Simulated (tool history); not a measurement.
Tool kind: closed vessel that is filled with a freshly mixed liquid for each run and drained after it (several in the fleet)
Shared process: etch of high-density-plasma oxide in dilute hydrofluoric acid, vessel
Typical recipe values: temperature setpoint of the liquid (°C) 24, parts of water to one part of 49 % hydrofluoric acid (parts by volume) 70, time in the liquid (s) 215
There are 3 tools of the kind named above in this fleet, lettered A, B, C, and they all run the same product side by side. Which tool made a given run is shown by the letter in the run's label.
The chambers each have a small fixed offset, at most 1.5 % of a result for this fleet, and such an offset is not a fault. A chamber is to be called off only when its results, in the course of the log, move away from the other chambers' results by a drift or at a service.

run,day,temperature setpoint of the liquid (°C),parts of water to one part of 49 % hydrofluoric acid (parts by volume),time in the liquid (s),hours since the thermometer was replaced,hours since the hydrofluoric acid flow meter was replaced,"read-back film thickness of the high-density-plasma oxide reference wafer, read on the same gauge (nm)",thickness taken off the high-density-plasma oxide on a monitor wafer (Å)
1B,0.388,24,70,215,279.9,386.3,99.976,311.88
2C,0.662,24,70,215,659.9,49.6,100.01,316.5
3A,0.996,24,70,215,570.8,627.3,99.995,314.18
4B,1.196,24,70,215,299.3,405.7,100.01,313.63
5A,1.412,24,70,215,580.8,637.3,100.02,313.49
6C,1.746,24,70,215,685.9,75.6,99.981,315.83
7B,1.971,22,70,90,317.9,424.3,99.978,121.23
8C,2.267,22,70,90,698.4,88.1,99.997,119.7
9A,2.558,22,70,90,608.3,664.8,100.01,122.61
10C,2.779,24,70,215,710.7,100.4,100.01,315.51
11B,2.971,24,70,215,341.9,448.3,100.02,313.45
12A,3.358,24,70,215,627.5,684,100.01,320.38
13B,3.579,24,70,215,356.5,462.9,99.995,310.28
14C,3.9,24,70,215,737.6,127.3,100,313.75
15A,4.121,24,70,215,645.8,702.3,99.98,314.69
# day 4.212: chamber A: hydrofluoric acid flow meter replaced
16A,4.396,24,70,215,652.4,4.4,99.989,313.3
17B,4.717,24,70,215,383.8,490.2,100,313.95
18C,4.933,24,70,215,762.4,152.1,100.01,318.96
19A,5.258,21.5,70,215,673.1,25.1,100.01,284.58
20C,5.612,21.5,70,215,778.7,168.4,99.988,287.66
21B,5.938,21.5,70,215,413.1,519.5,99.977,279.77
22A,6.217,24,70,215,696.1,48.1,100.01,313.46
23C,6.596,24,70,215,802.3,192,100.01,325.98
24B,6.933,24,70,215,437,543.4,99.982,314.23
25C,7.358,24,70,215,820.6,210.3,99.991,324.45
26A,7.771,24,70,215,733.4,85.4,100.03,315.62
27B,8.029,24,70,215,463.3,569.7,100.01,314.86
28A,8.267,24,70,215,745.3,97.3,99.993,315.85
29C,8.592,24,70,215,850.2,239.9,100,329.08
30B,8.962,24,70,215,485.7,592.1,99.998,312.37
31A,9.183,24,70,215,767.3,119.3,100.02,312.91
32B,9.612,24,70,215,501.3,607.7,99.978,311.03
33C,9.954,24,70,215,882.9,272.6,99.996,341.64
34C,10.158,24,70,215,887.8,277.5,99.994,342.24
35B,10.408,24,70,215,520.4,626.8,100.03,310.65
36A,10.783,24,70,215,805.7,157.7,99.995,317.74
37A,11.042,24,70,215,811.9,163.9,100.02,313.79
38B,11.379,24,85,215,543.7,650.1,99.989,250.66

One chamber off, gauge drift, or nothing amiss beyond the chambers' own small offsets? If it is a chamber, which one, and what is the likeliest cause?

It is chamber C that slowly wanders off from its peers.
Likeliest cause: liquid hotter than its thermometer reads (K) = 2.3.
From this log alone, it may not be told apart from: hydrofluoric acid flow above the setpoint (%).

Chamber C could run next with any of the 4 candidate recipes listed below; each alters the usual settings, and their results appear as question marks. Which one brings its results back in line with what the other chambers deliver on the usual settings?
A result is in line if it is within this distance of the other chambers' mean on the usual settings: thickness taken off the high-density-plasma oxide on a monitor wafer (Å) 7.5
39C-1,11.688,19.5,70,215,,,,?
39C-2,11.688,24.5,65,235,,,,?
39C-3,11.688,24,70,195,,,,?
39C-4,11.688,24,65,215,,,,?

Average result of the remaining chambers running the usual settings: thickness taken off the high-density-plasma oxide on a monitor wafer (Å) 315.04
run,thickness taken off the high-density-plasma oxide on a monitor wafer (Å)
39C-1,286.57
39C-2,416.89
39C-3,312.4
39C-4,373.89
39C-3 puts the chamber back in line with the other chambers.
